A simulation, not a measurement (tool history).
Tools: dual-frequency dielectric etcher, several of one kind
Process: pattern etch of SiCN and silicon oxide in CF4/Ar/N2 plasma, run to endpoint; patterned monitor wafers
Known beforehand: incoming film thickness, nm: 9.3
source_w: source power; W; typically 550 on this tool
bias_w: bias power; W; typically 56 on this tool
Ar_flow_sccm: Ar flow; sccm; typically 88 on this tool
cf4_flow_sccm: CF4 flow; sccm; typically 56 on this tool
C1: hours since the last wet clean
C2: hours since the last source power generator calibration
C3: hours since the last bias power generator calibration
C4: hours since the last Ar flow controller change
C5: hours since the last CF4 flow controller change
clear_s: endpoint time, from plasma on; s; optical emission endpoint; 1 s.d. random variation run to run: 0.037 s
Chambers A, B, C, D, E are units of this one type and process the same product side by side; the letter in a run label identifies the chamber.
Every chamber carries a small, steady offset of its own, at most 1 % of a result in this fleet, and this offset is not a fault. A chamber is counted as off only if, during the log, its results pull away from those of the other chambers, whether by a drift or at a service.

run 1B hour=2.7 | source_w=550 bias_w=56 Ar_flow_sccm=88 cf4_flow_sccm=56 | C1=328.3 C2=1774.4 C3=1852.8 C4=610.2 C5=188.7 | clear_s=9.9886
run 2C hour=7.1 | source_w=550 bias_w=56 Ar_flow_sccm=88 cf4_flow_sccm=56 | C1=359 C2=2396.4 C3=2418.2 C4=4012.2 C5=1882.6 | clear_s=10.023
run 3D hour=11.5 | source_w=550 bias_w=56 Ar_flow_sccm=88 cf4_flow_sccm=56 | C1=100.6 C2=1837.1 C3=961.7 C4=795.3 C5=1595.7 | clear_s=9.9443
run 4E hour=15.6 | source_w=550 bias_w=56 Ar_flow_sccm=88 cf4_flow_sccm=56 | C1=340 C2=828.9 C3=267.3 C4=1769.6 C5=817.1 | clear_s=10.065
run 5A hour=18.2 | source_w=550 bias_w=56 Ar_flow_sccm=88 cf4_flow_sccm=56 | C1=354.9 C2=1421.7 C3=3640.8 C4=1478.4 C5=2245.2 | clear_s=9.9502
run 6D hour=23.9 | source_w=550 bias_w=56 Ar_flow_sccm=88 cf4_flow_sccm=56 | C1=113 C2=1849.5 C3=974.1 C4=807.7 C5=1608.1 | clear_s=9.9559
run 7B hour=27.4 | source_w=550 bias_w=56 Ar_flow_sccm=88 cf4_flow_sccm=56 | C1=353 C2=1799.1 C3=1877.5 C4=634.9 C5=213.4 | clear_s=9.9852
run 8C hour=32.4 | source_w=550 bias_w=56 Ar_flow_sccm=88 cf4_flow_sccm=56 | C1=384.3 C2=2421.7 C3=2443.5 C4=4037.5 C5=1907.9 | clear_s=9.8926
run 9A hour=35.8 | source_w=550 bias_w=56 Ar_flow_sccm=88 cf4_flow_sccm=56 | C1=372.5 C2=1439.3 C3=3658.4 C4=1496 C5=2262.8 | clear_s=9.9075
run 10E hour=39.9 | source_w=550 bias_w=56 Ar_flow_sccm=88 cf4_flow_sccm=56 | C1=364.3 C2=853.2 C3=291.6 C4=1793.9 C5=841.4 | clear_s=10.049
run 11E hour=43 | source_w=550 bias_w=56 Ar_flow_sccm=88 cf4_flow_sccm=56 | C1=367.4 C2=856.3 C3=294.7 C4=1797 C5=844.5 | clear_s=10.098
run 12C hour=48.5 | source_w=550 bias_w=56 Ar_flow_sccm=88 cf4_flow_sccm=56 | C1=400.4 C2=2437.8 C3=2459.6 C4=4053.6 C5=1924 | clear_s=9.903
-- hour=53.3 chamber E: wet clean of the chamber
run 13B hour=53.8 | source_w=550 bias_w=56 Ar_flow_sccm=88 cf4_flow_sccm=56 | C1=379.4 C2=1825.5 C3=1903.9 C4=661.3 C5=239.8 | clear_s=10.029
-- hour=56.9 chamber B: source power generator calibrated
run 14D hour=56.9 | source_w=440 bias_w=64 Ar_flow_sccm=88 cf4_flow_sccm=56 | C1=146 C2=1882.5 C3=1007.1 C4=840.7 C5=1641.1 | clear_s=11.595
run 15A hour=62.5 | source_w=440 bias_w=64 Ar_flow_sccm=88 cf4_flow_sccm=56 | C1=399.2 C2=1466 C3=3685.1 C4=1522.7 C5=2289.5 | clear_s=11.521
run 16C hour=66.4 | source_w=440 bias_w=64 Ar_flow_sccm=88 cf4_flow_sccm=56 | C1=418.3 C2=2455.7 C3=2477.5 C4=4071.5 C5=1941.9 | clear_s=11.555
run 17D hour=70.7 | source_w=440 bias_w=64 Ar_flow_sccm=88 cf4_flow_sccm=56 | C1=159.8 C2=1896.3 C3=1020.9 C4=854.5 C5=1654.9 | clear_s=11.678
run 18A hour=76.3 | source_w=440 bias_w=64 Ar_flow_sccm=88 cf4_flow_sccm=56 | C1=413 C2=1479.8 C3=3698.9 C4=1536.5 C5=2303.3 | clear_s=11.514
run 19B hour=79.9 | source_w=550 bias_w=56 Ar_flow_sccm=88 cf4_flow_sccm=56 | C1=405.5 C2=23.1 C3=1930 C4=687.4 C5=265.9 | clear_s=9.951
run 20E hour=83.2 | source_w=550 bias_w=56 Ar_flow_sccm=88 cf4_flow_sccm=56 | C1=29.9 C2=896.5 C3=334.9 C4=1837.2 C5=884.7 | clear_s=10.145
run 21C hour=86.7 | source_w=550 bias_w=56 Ar_flow_sccm=88 cf4_flow_sccm=56 | C1=438.6 C2=2476 C3=2497.8 C4=4091.8 C5=1962.2 | clear_s=9.9102
run 22D hour=89.7 | source_w=550 bias_w=56 Ar_flow_sccm=88 cf4_flow_sccm=56 | C1=178.8 C2=1915.3 C3=1039.9 C4=873.5 C5=1673.9 | clear_s=9.9931
run 23B hour=94.1 | source_w=550 bias_w=56 Ar_flow_sccm=88 cf4_flow_sccm=56 | C1=419.7 C2=37.3 C3=1944.2 C4=701.6 C5=280.1 | clear_s=9.9549
run 24E hour=98.6 | source_w=550 bias_w=56 Ar_flow_sccm=88 cf4_flow_sccm=56 | C1=45.3 C2=911.9 C3=350.3 C4=1852.6 C5=900.1 | clear_s=10.253
-- hour=99.9 chamber A: wet clean of the chamber
run 25A hour=104.2 | source_w=550 bias_w=56 Ar_flow_sccm=88 cf4_flow_sccm=56 | C1=4.3 C2=1507.7 C3=3726.8 C4=1564.4 C5=2331.2 | clear_s=9.8741
run 26E hour=108.7 | source_w=550 bias_w=56 Ar_flow_sccm=88 cf4_flow_sccm=56 | C1=55.4 C2=922 C3=360.4 C4=1862.7 C5=910.2 | clear_s=10.257
-- hour=112.2 chamber C: bias power generator calibrated
run 27C hour=112.7 | source_w=550 bias_w=51 Ar_flow_sccm=88 cf4_flow_sccm=64 | C1=464.6 C2=2502 C3=0.5 C4=4117.8 C5=1988.2 | clear_s=9.9415
run 28B hour=117.7 | source_w=550 bias_w=51 Ar_flow_sccm=88 cf4_flow_sccm=64 | C1=443.3 C2=60.9 C3=1967.8 C4=725.2 C5=303.7 | clear_s=10.105
run 29D hour=121.4 | source_w=550 bias_w=51 Ar_flow_sccm=88 cf4_flow_sccm=64 | C1=210.5 C2=1947 C3=1071.6 C4=905.2 C5=1705.6 | clear_s=10.042
run 30A hour=127 | source_w=550 bias_w=51 Ar_flow_sccm=88 cf4_flow_sccm=64 | C1=27.1 C2=1530.5 C3=3749.6 C4=1587.2 C5=2354 | clear_s=9.9496
run 31C hour=130.7 | source_w=550 bias_w=51 Ar_flow_sccm=88 cf4_flow_sccm=64 | C1=482.6 C2=2520 C3=18.5 C4=4135.8 C5=2006.2 | clear_s=10.009
run 32E hour=136.2 | source_w=620 bias_w=50 Ar_flow_sccm=88 cf4_flow_sccm=56 | C1=82.9 C2=949.5 C3=387.9 C4=1890.2 C5=937.7 | clear_s=9.5363
run 33B hour=141.7 | source_w=620 bias_w=50 Ar_flow_sccm=88 cf4_flow_sccm=56 | C1=467.3 C2=84.9 C3=1991.8 C4=749.2 C5=327.7 | clear_s=9.279
run 34A hour=144.3 | source_w=620 bias_w=50 Ar_flow_sccm=88 cf4_flow_sccm=56 | C1=44.4 C2=1547.8 C3=3766.9 C4=1604.5 C5=2371.3 | clear_s=9.1933
run 35D hour=149.5 | source_w=620 bias_w=50 Ar_flow_sccm=88 cf4_flow_sccm=56 | C1=238.6 C2=1975.1 C3=1099.7 C4=933.3 C5=1733.7 | clear_s=9.3019
run 36D hour=155.3 | source_w=620 bias_w=50 Ar_flow_sccm=88 cf4_flow_sccm=56 | C1=244.4 C2=1980.9 C3=1105.5 C4=939.1 C5=1739.5 | clear_s=9.3062
run 37A hour=158.2 | source_w=550 bias_w=56 Ar_flow_sccm=88 cf4_flow_sccm=56 | C1=58.3 C2=1561.7 C3=3780.8 C4=1618.4 C5=2385.2 | clear_s=9.9398
run 38B hour=161.9 | source_w=550 bias_w=56 Ar_flow_sccm=88 cf4_flow_sccm=56 | C1=487.5 C2=105.1 C3=2012 C4=769.4 C5=347.9 | clear_s=9.9715
run 39E hour=167.7 | source_w=550 bias_w=56 Ar_flow_sccm=88 cf4_flow_sccm=49 | C1=114.4 C2=981 C3=419.4 C4=1921.7 C5=969.2 | clear_s=10.512
run 40C hour=171.9 | source_w=550 bias_w=56 Ar_flow_sccm=88 cf4_flow_sccm=49 | C1=523.8 C2=2561.2 C3=59.7 C4=4177 C5=2047.4 | clear_s=10.204
run 41E hour=175.4 | source_w=550 bias_w=56 Ar_flow_sccm=88 cf4_flow_sccm=49 | C1=122.1 C2=988.7 C3=427.1 C4=1929.4 C5=976.9 | clear_s=10.586
run 42B hour=180.2 | source_w=550 bias_w=56 Ar_flow_sccm=88 cf4_flow_sccm=49 | C1=505.8 C2=123.4 C3=2030.3 C4=787.7 C5=366.2 | clear_s=10.201
run 43A hour=184.2 | source_w=550 bias_w=56 Ar_flow_sccm=88 cf4_flow_sccm=49 | C1=84.3 C2=1587.7 C3=3806.8 C4=1644.4 C5=2411.2 | clear_s=10.145
run 44D hour=188.2 | source_w=550 bias_w=56 Ar_flow_sccm=88 cf4_flow_sccm=56 | C1=277.3 C2=2013.8 C3=1138.4 C4=972 C5=1772.4 | clear_s=9.9778

Is one chamber off against the others, does the gauge drift, or is nothing wrong? If a chamber is off, say which, and what the likeliest cause is.

Little by little, chamber E moves away from the other chambers.
What lies behind it: source power that arrives under what is set, % = 3.34.

Below are 4 candidate recipes for chamber E's next run, each the usual settings with a change, their results shown as question marks. Which of them brings E's results back in line with what the other chambers give on the usual settings?
Allowed miss from the other chambers' usual-settings mean, per result, to count as in line: clear_s 0.13 s
run 45E-1 hour=192.4 | source_w=540 bias_w=56 Ar_flow_sccm=88 cf4_flow_sccm=56 | clear_s=?
run 45E-2 hour=192.4 | source_w=560 bias_w=56 Ar_flow_sccm=88 cf4_flow_sccm=56 | clear_s=?
run 45E-3 hour=192.4 | source_w=530 bias_w=55 Ar_flow_sccm=89 cf4_flow_sccm=56 | clear_s=?
run 45E-4 hour=192.4 | source_w=550 bias_w=61 Ar_flow_sccm=84 cf4_flow_sccm=59 | clear_s=?

Usual-settings mean across the other chambers: clear_s 9.9593 s
run=45E-1 clear_s=10.572
run=45E-2 clear_s=10.234
run=45E-3 clear_s=10.832
run=45E-4 clear_s=9.9553
45E-4 is the one that brings the chamber's results back in line with the other chambers.
